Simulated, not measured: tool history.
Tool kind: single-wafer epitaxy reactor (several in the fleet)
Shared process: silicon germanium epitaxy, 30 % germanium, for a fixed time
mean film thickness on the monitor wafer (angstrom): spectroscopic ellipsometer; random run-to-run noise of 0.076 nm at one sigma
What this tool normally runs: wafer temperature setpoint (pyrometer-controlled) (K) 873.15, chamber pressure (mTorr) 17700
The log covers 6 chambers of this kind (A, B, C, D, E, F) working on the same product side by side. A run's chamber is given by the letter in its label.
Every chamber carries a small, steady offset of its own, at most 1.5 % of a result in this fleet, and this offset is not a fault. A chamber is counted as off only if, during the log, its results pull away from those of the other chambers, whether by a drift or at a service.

run	hour	wafer temperature setpoint (pyrometer-controlled) (K)	chamber pressure (mTorr)	read-back reference wafer on the same gauge, thickness_nm	mean film thickness on the monitor wafer (angstrom)
1C	8.8	873.15	17700	62.198	568.29
2B	21.3	873.15	17700	62.185	554.78
3D	29.9	873.15	17700	62.162	558.09
4A	36.9	873.15	17700	62.171	560.2
5E	44.5	873.15	17700	62.152	555.92
6F	58	873.15	17700	62.144	565.26
7E	72.4	873.15	17700	62.151	556.59
8C	80.1	873.15	17700	62.144	566.71
9B	87.2	873.15	17700	62.151	553.88
# hour 95.5: chamber B: pyrometer calibrated
10A	96.1	873.15	17700	62.131	561.61
11D	105.4	873.15	17700	62.116	558.84
12F	112.8	873.15	17700	62.125	564.48
13F	123.9	873.15	17700	62.1	564.54
14C	135.9	873.15	17700	62.101	566.36
15B	142.6	865.15	17700	62.07	477.62
16A	152.7	865.15	17700	62.073	483.47
17D	159.2	865.15	17700	62.06	481.32
18E	170	865.15	17700	62.046	480.6
19A	180	865.15	17700	62.07	483.81
20B	191.9	865.15	17700	62.052	477.45
21E	205.6	873.15	17700	62.038	556.22
22D	218	873.15	17700	62.016	556.92
23F	228.7	873.15	17700	62.022	564.74
24C	238.3	873.15	17700	62.014	565.57
25F	245.5	868.15	20000	61.992	540.39
26A	255.5	868.15	20000	62	535.95
27B	265	868.15	20000	61.972	529.88
28C	274.2	868.15	20000	61.993	540.68
29E	286.7	868.15	20000	61.949	531.6
30D	300.4	868.15	20000	61.959	533.08
# hour 308.2: chamber E: pyrometer calibrated
31B	310.5	873.15	17700	61.953	551.63
32D	318.8	884.15	14200	61.935	622.54
33A	330	884.15	14200	61.917	625.11
34C	342	884.15	14200	61.946	632.43
35F	354	884.15	14200	61.917	629.14
36E	362.6	884.15	14200	61.898	617.71
37F	368.9	884.15	14200	61.901	627.83
38E	380.2	873.15	17700	61.881	553.91
39B	390.5	873.15	17700	61.876	550.84
40D	398.2	873.15	17700	61.874	557.62
41A	406.3	873.15	17700	61.893	558.34
42C	416.8	873.15	17700	61.884	564.12

Each of the 6 chambers runs these same settings next. Fill in every chamber's results:
43A	427.1	873.15	17700		?
43B	427.1	873.15	17700		?
43C	427.1	873.15	17700		?
43D	427.1	873.15	17700		?
43E	427.1	873.15	17700		?
43F	427.1	873.15	17700		?

run	mean film thickness on the monitor wafer (angstrom)
43A	559.45
43B	552.36
43C	561.98
43D	556.3
43E	554.84
43F	562.05

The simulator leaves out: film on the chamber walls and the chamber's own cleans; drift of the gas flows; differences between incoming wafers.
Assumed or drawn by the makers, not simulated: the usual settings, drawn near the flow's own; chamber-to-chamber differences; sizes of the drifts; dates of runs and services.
